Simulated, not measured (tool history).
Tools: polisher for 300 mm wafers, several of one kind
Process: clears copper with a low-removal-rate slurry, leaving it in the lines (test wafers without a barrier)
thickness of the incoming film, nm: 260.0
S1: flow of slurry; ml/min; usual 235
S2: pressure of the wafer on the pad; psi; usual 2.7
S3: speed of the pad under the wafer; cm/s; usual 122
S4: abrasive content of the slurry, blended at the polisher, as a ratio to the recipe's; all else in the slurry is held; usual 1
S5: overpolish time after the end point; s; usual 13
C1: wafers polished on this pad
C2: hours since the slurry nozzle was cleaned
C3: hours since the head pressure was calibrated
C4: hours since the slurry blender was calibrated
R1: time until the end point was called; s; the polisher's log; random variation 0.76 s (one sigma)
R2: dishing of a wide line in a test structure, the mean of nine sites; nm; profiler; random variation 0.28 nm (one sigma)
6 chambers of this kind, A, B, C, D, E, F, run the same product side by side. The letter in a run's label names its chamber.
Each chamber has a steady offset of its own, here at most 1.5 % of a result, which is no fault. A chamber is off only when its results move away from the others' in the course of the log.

{"hour": 3.7, "done": "chamber B: slurry blender recalibrated"}
{"hour": 3.9, "done": "chamber F: head pressure recalibrated"}
{"hour": 6.2, "done": "chamber D: worn pad replaced by a new one"}
{"run": "1B", "hour": 14.0, "S1": 235, "S2": 2.7, "S3": 122, "S4": 1, "S5": 13, "C1": 540, "C2": 681.2, "C3": 608.8, "C4": 10.4, "R1": 94.028, "R2": 24.694}
{"hour": 14.1, "done": "chamber F: slurry blender recalibrated"}
{"hour": 20.7, "done": "chamber E: slurry nozzle cleaned"}
{"run": "2D", "hour": 22.5, "S1": 235, "S2": 2.7, "S3": 122, "S4": 1, "S5": 13, "C1": 148, "C2": 93.7, "C3": 69.6, "C4": 71.4, "R1": 96.225, "R2": 25.134}
{"hour": 25.5, "done": "chamber C: worn pad replaced by a new one"}
{"run": "3C", "hour": 36.2, "S1": 235, "S2": 2.7, "S3": 122, "S4": 1, "S5": 13, "C1": 98, "C2": 76.9, "C3": 86.9, "C4": 115.8, "R1": 93.62, "R2": 24.792}
{"hour": 42.1, "done": "chamber A: worn pad replaced by a new one"}
{"run": "4A", "hour": 43.5, "S1": 235, "S2": 2.7, "S3": 122, "S4": 1, "S5": 13, "C1": 13, "C2": 72.5, "C3": 124.6, "C4": 106.2, "R1": 95.428, "R2": 24.456}
{"hour": 55.0, "done": "chamber B: slurry nozzle cleaned"}
{"run": "5F", "hour": 57.9, "S1": 235, "S2": 2.7, "S3": 122, "S4": 1, "S5": 13, "C1": 1193, "C2": 329.2, "C3": 54.1, "C4": 43.8, "R1": 93.815, "R2": 24.799}
{"hour": 66.7, "done": "chamber E: slurry blender recalibrated"}
{"hour": 66.9, "done": "chamber C: slurry blender recalibrated"}
{"hour": 67.7, "done": "chamber B: worn pad replaced by a new one"}
{"hour": 69.8, "done": "chamber E: worn pad replaced by a new one"}
{"run": "6E", "hour": 73.4, "S1": 235, "S2": 2.7, "S3": 122, "S4": 1, "S5": 13, "C1": 32, "C2": 52.8, "C3": 412.4, "C4": 6.7, "R1": 92.069, "R2": 24.899}
{"hour": 73.8, "done": "chamber F: worn pad replaced by a new one"}
{"run": "7B", "hour": 89.2, "S1": 235, "S2": 2.7, "S3": 122, "S4": 1, "S5": 13, "C1": 196, "C2": 34.2, "C3": 684, "C4": 85.6, "R1": 93.045, "R2": 24.891}
{"hour": 97.4, "done": "chamber D: worn pad replaced by a new one"}
{"hour": 103.7, "done": "chamber C: worn pad replaced by a new one"}
{"run": "8C", "hour": 104.2, "S1": 235, "S2": 2.7, "S3": 122, "S4": 1, "S5": 13, "C1": 5, "C2": 144.9, "C3": 154.9, "C4": 37.4, "R1": 94.106, "R2": 25.007}
{"run": "9E", "hour": 113.1, "S1": 235, "S2": 2.7, "S3": 122, "S4": 1, "S5": 13, "C1": 394, "C2": 92.5, "C3": 452.1, "C4": 46.4, "R1": 92.216, "R2": 24.691}
{"hour": 117.0, "done": "chamber D: slurry nozzle cleaned"}
{"hour": 122.3, "done": "chamber A: worn pad replaced by a new one"}
{"run": "10D", "hour": 124.1, "S1": 235, "S2": 3.2, "S3": 122, "S4": 1, "S5": 10, "C1": 244, "C2": 7.2, "C3": 171.2, "C4": 173, "R1": 79.722, "R2": 22.927}
{"hour": 132.8, "done": "chamber F: slurry nozzle cleaned"}
{"run": "11A", "hour": 135.7, "S1": 235, "S2": 3.2, "S3": 122, "S4": 1, "S5": 10, "C1": 122, "C2": 164.7, "C3": 216.8, "C4": 198.4, "R1": 79.178, "R2": 22.458}
{"run": "12F", "hour": 151.1, "S1": 235, "S2": 3.2, "S3": 122, "S4": 1, "S5": 10, "C1": 705, "C2": 18.3, "C3": 147.3, "C4": 137, "R1": 78.679, "R2": 23.27}
{"hour": 151.7, "done": "chamber D: slurry blender recalibrated"}
{"hour": 158.7, "done": "chamber B: worn pad replaced by a new one"}
{"run": "13F", "hour": 158.8, "S1": 235, "S2": 3.2, "S3": 122, "S4": 1, "S5": 10, "C1": 775, "C2": 26, "C3": 155, "C4": 144.7, "R1": 80.382, "R2": 23.518}
{"run": "14E", "hour": 166.0, "S1": 235, "S2": 3.2, "S3": 122, "S4": 1, "S5": 10, "C1": 877, "C2": 145.4, "C3": 505, "C4": 99.3, "R1": 78.609, "R2": 22.936}
{"hour": 174.4, "done": "chamber F: slurry blender recalibrated"}
{"hour": 174.8, "done": "chamber A: slurry nozzle cleaned"}
{"run": "15A", "hour": 175.2, "S1": 235, "S2": 3.2, "S3": 122, "S4": 1, "S5": 10, "C1": 482, "C2": 0.5, "C3": 256.3, "C4": 237.9, "R1": 79.764, "R2": 22.928}
{"hour": 175.6, "done": "chamber E: worn pad replaced by a new one"}
{"run": "16D", "hour": 185.1, "S1": 235, "S2": 2.7, "S3": 122, "S4": 1, "S5": 13, "C1": 800, "C2": 68.2, "C3": 232.2, "C4": 33.5, "R1": 93.983, "R2": 24.754}
{"hour": 190.6, "done": "chamber C: worn pad replaced by a new one"}
{"hour": 192.5, "done": "chamber D: worn pad replaced by a new one"}
{"run": "17C", "hour": 198.0, "S1": 235, "S2": 2.7, "S3": 122, "S4": 1, "S5": 13, "C1": 67, "C2": 238.7, "C3": 248.7, "C4": 131.2, "R1": 93.447, "R2": 24.889}
{"run": "18B", "hour": 210.1, "S1": 235, "S2": 2.7, "S3": 122, "S4": 1, "S5": 13, "C1": 469, "C2": 155.1, "C3": 804.9, "C4": 206.5, "R1": 95.016, "R2": 25.674}
{"hour": 212.6, "done": "chamber A: worn pad replaced by a new one"}
{"hour": 223.7, "done": "chamber F: worn pad replaced by a new one"}
{"run": "19A", "hour": 224.3, "S1": 235, "S2": 2.7, "S3": 122, "S4": 1, "S5": 13, "C1": 106, "C2": 49.6, "C3": 305.4, "C4": 287, "R1": 94.016, "R2": 24.948}
{"run": "20D", "hour": 233.5, "S1": 235, "S2": 2.7, "S3": 122, "S4": 1, "S5": 13, "C1": 374, "C2": 116.6, "C3": 280.6, "C4": 81.9, "R1": 94.32, "R2": 24.564}
{"run": "21B", "hour": 242.6, "S1": 235, "S2": 2.7, "S3": 122, "S4": 1, "S5": 13, "C1": 765, "C2": 187.6, "C3": 837.4, "C4": 239, "R1": 91.852, "R2": 24.954}
{"hour": 249.4, "done": "chamber C: slurry blender recalibrated"}
{"hour": 249.7, "done": "chamber B: worn pad replaced by a new one"}
{"run": "22E", "hour": 252.1, "S1": 235, "S2": 2.7, "S3": 122, "S4": 1, "S5": 13, "C1": 698, "C2": 231.5, "C3": 591.1, "C4": 185.4, "R1": 92.891, "R2": 24.901}
{"run": "23C", "hour": 266.4, "S1": 235, "S2": 2.7, "S3": 122, "S4": 1, "S5": 13, "C1": 691, "C2": 307.1, "C3": 317.1, "C4": 17.1, "R1": 93.845, "R2": 24.861}
{"hour": 271.4, "done": "chamber D: worn pad replaced by a new one"}
{"run": "24F", "hour": 273.9, "S1": 235, "S2": 2.7, "S3": 122, "S4": 1, "S5": 13, "C1": 458, "C2": 141.1, "C3": 270.1, "C4": 99.6, "R1": 93.934, "R2": 25.377}
{"run": "25B", "hour": 285.2, "S1": 235, "S2": 2.7, "S3": 122, "S4": 1, "S5": 13, "C1": 324, "C2": 230.2, "C3": 880, "C4": 281.6, "R1": 93.216, "R2": 24.471}
{"hour": 292.9, "done": "chamber C: worn pad replaced by a new one"}
{"hour": 295.1, "done": "chamber E: slurry nozzle cleaned"}
{"run": "26F", "hour": 297.3, "S1": 235, "S2": 2.7, "S3": 122, "S4": 1, "S5": 13, "C1": 671, "C2": 164.5, "C3": 293.5, "C4": 123, "R1": 94.305, "R2": 24.946}
{"hour": 305.7, "done": "chamber E: worn pad replaced by a new one"}
{"run": "27E", "hour": 306.5, "S1": 235, "S2": 2.7, "S3": 122, "S4": 1, "S5": 13, "C1": 7, "C2": 11.4, "C3": 645.5, "C4": 239.8, "R1": 92.896, "R2": 24.744}
{"hour": 307.4, "done": "chamber A: worn pad replaced by a new one"}
{"run": "28D", "hour": 316.1, "S1": 235, "S2": 2.7, "S3": 122, "S4": 1, "S5": 13, "C1": 408, "C2": 199.2, "C3": 363.2, "C4": 164.5, "R1": 95.045, "R2": 24.553}
{"hour": 324.6, "done": "chamber D: slurry blender recalibrated"}
{"run": "29A", "hour": 330.2, "S1": 235, "S2": 2.7, "S3": 122, "S4": 1, "S5": 13, "C1": 208, "C2": 155.5, "C3": 411.3, "C4": 392.9, "R1": 94.803, "R2": 24.346}
{"hour": 337.4, "done": "chamber D: slurry nozzle cleaned"}
{"hour": 339.4, "done": "chamber F: slurry blender recalibrated"}
{"run": "30C", "hour": 341.7, "S1": 235, "S2": 2.7, "S3": 122, "S4": 1, "S5": 13, "C1": 445, "C2": 382.4, "C3": 392.4, "C4": 92.4, "R1": 93.668, "R2": 24.884}
{"run": "31B", "hour": 351.0, "S1": 235, "S2": 2.7, "S3": 122, "S4": 1, "S5": 13, "C1": 924, "C2": 296, "C3": 945.8, "C4": 347.4, "R1": 92.225, "R2": 24.921}
{"run": "32C", "hour": 359.4, "S1": 235, "S2": 2.7, "S3": 122, "S4": 1, "S5": 13, "C1": 606, "C2": 400.1, "C3": 410.1, "C4": 110.1, "R1": 93.89, "R2": 24.764}
{"hour": 360.8, "done": "chamber D: worn pad replaced by a new one"}
{"hour": 361.2, "done": "chamber B: worn pad replaced by a new one"}
{"run": "33E", "hour": 373.0, "S1": 235, "S2": 2.7, "S3": 156, "S4": 1, "S5": 18, "C1": 614, "C2": 77.9, "C3": 712, "C4": 306.3, "R1": 73.47, "R2": 39.078}
{"hour": 375.1, "done": "chamber F: worn pad replaced by a new one"}
{"run": "34D", "hour": 380.7, "S1": 235, "S2": 2.7, "S3": 156, "S4": 1, "S5": 18, "C1": 182, "C2": 43.3, "C3": 427.8, "C4": 56.1, "R1": 74.417, "R2": 39.53}
{"run": "35A", "hour": 394.1, "S1": 235, "S2": 2.7, "S3": 156, "S4": 1, "S5": 18, "C1": 790, "C2": 219.4, "C3": 475.2, "C4": 456.8, "R1": 73.516, "R2": 39.37}
{"run": "36F", "hour": 407.9, "S1": 235, "S2": 2.7, "S3": 156, "S4": 1, "S5": 18, "C1": 299, "C2": 275.1, "C3": 404.1, "C4": 68.5, "R1": 72.523, "R2": 39.795}
{"hour": 412.0, "done": "chamber B: slurry blender recalibrated"}
{"hour": 417.4, "done": "chamber F: head pressure recalibrated"}
{"run": "37B", "hour": 421.0, "S1": 235, "S2": 2.7, "S3": 156, "S4": 1, "S5": 18, "C1": 545, "C2": 366, "C3": 1015.8, "C4": 9.1, "R1": 72.622, "R2": 40.015}
{"run": "38E", "hour": 434.7, "S1": 235, "S2": 2.7, "S3": 156, "S4": 1, "S5": 18, "C1": 1176, "C2": 139.6, "C3": 773.7, "C4": 368, "R1": 72.8, "R2": 38.996}
{"run": "39F", "hour": 443.1, "S1": 235, "S2": 2.7, "S3": 122, "S4": 1, "S5": 13, "C1": 620, "C2": 310.3, "C3": 25.7, "C4": 103.7, "R1": 93.676, "R2": 24.35}

What goes on in this fleet: one chamber off, a drifting gauge, or nothing beyond the chambers' own small offsets? Name the chamber and the cause, if any.

No chamber stands off beyond its own small offset, and the gauge holds steady.
